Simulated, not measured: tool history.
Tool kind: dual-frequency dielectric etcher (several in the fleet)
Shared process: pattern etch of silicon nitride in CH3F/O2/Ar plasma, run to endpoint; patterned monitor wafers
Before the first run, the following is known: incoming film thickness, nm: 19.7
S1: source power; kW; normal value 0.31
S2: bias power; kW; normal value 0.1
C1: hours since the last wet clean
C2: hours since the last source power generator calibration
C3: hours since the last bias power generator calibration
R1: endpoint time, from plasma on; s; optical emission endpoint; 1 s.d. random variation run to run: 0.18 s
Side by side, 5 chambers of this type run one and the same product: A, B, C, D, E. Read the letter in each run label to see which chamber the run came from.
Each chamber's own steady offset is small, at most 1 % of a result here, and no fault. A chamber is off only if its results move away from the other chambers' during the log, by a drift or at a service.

run    day    S1     S2     C1      C2      C3      R1
 1B  0.242  0.31    0.1  185.4  1759.5  1995.3  27.559
 2E  0.417  0.31    0.1   64.7  2849.9  1399.7   27.85
 3A  0.562  0.31    0.1  219.2   221.2  1146.1  27.703
 4D  0.779  0.31    0.1  375.3  3856.9   136.7  27.966
 5C  0.921  0.38   0.12  308.8     836  1617.9  24.063
 6E  1.096  0.38   0.12     81  2866.2    1416  24.239
 7B  1.225  0.38   0.12    209  1783.1  2018.9    24.3
 8A  1.433  0.38   0.12  240.1   242.1    1167  24.054
 9D  1.604  0.38   0.12  395.1  3876.7   156.5  24.064
10C  1.825  0.31    0.1  330.5   857.7  1639.6  27.294
11E  1.942  0.31    0.1  101.3  2886.5  1436.3  27.713
12D   2.05  0.31    0.1  405.8  3887.4   167.2  27.669
13A  2.208  0.31    0.1  258.7   260.7  1185.6  27.581
14C  2.317  0.31    0.1  342.3   869.5  1651.4  28.219
15B  2.554  0.31    0.1  240.9    1815  2050.8  28.018
16A  2.775  0.31    0.1  272.3   274.3  1199.2  28.032
17B  2.983  0.31    0.1  251.2  1825.3  2061.1  27.756
18C  3.112  0.31    0.1  361.4   888.6  1670.5  27.649
19D  3.283  0.31    0.1  435.4    3917   196.8  28.059
20E  3.508  0.31    0.1  138.9  2924.1  1473.9  28.004
21E  3.712  0.31    0.1  143.8    2929  1478.8  27.929
     3.804  -- chamber D: wet clean of the chamber
22B  3.871  0.31    0.1  272.5  1846.6  2082.4  28.077
23A  4.067  0.31    0.1  303.3   305.3  1230.2  27.964
24D  4.288  0.31    0.1   11.7  3941.1   220.9   29.24
25C  4.488  0.38  0.117  394.4   921.6  1703.5   24.38
26B  4.633  0.38  0.117  290.8  1864.9  2100.7  24.347
27A  4.883  0.38  0.117  322.9   324.9  1249.8  24.367
28D  5.104  0.38  0.117   31.3  3960.7   240.5  25.553
29C  5.354  0.38  0.117  415.2   942.4  1724.3  24.569
30E  5.504  0.31    0.1  186.8    2972  1521.8   27.64
31A  5.742  0.31    0.1  343.5   345.5  1270.4  27.839
32D  5.921  0.31    0.1   50.9  3980.3   260.1  29.257
33C  6.167  0.36  0.081  434.7   961.9  1743.8  28.515
34E  6.367  0.36  0.081  207.5  2992.7  1542.5  28.298
35B    6.5  0.36  0.081  335.6  1909.7  2145.5  28.601
36A  6.725  0.36  0.081  367.1   369.1    1294  28.833
37D  6.933  0.36  0.081   75.2  4004.6   284.4  30.065

Each of the 5 chambers runs these same settings next. Fill in every chamber's results:
38A  7.117  0.31  0.1               ?
38B  7.117  0.31  0.1               ?
38C  7.117  0.31  0.1               ?
38D  7.117  0.31  0.1               ?
38E  7.117  0.31  0.1               ?

run      R1
38A  27.931
38B  28.215
38C  27.738
38D  29.519
38E  27.835
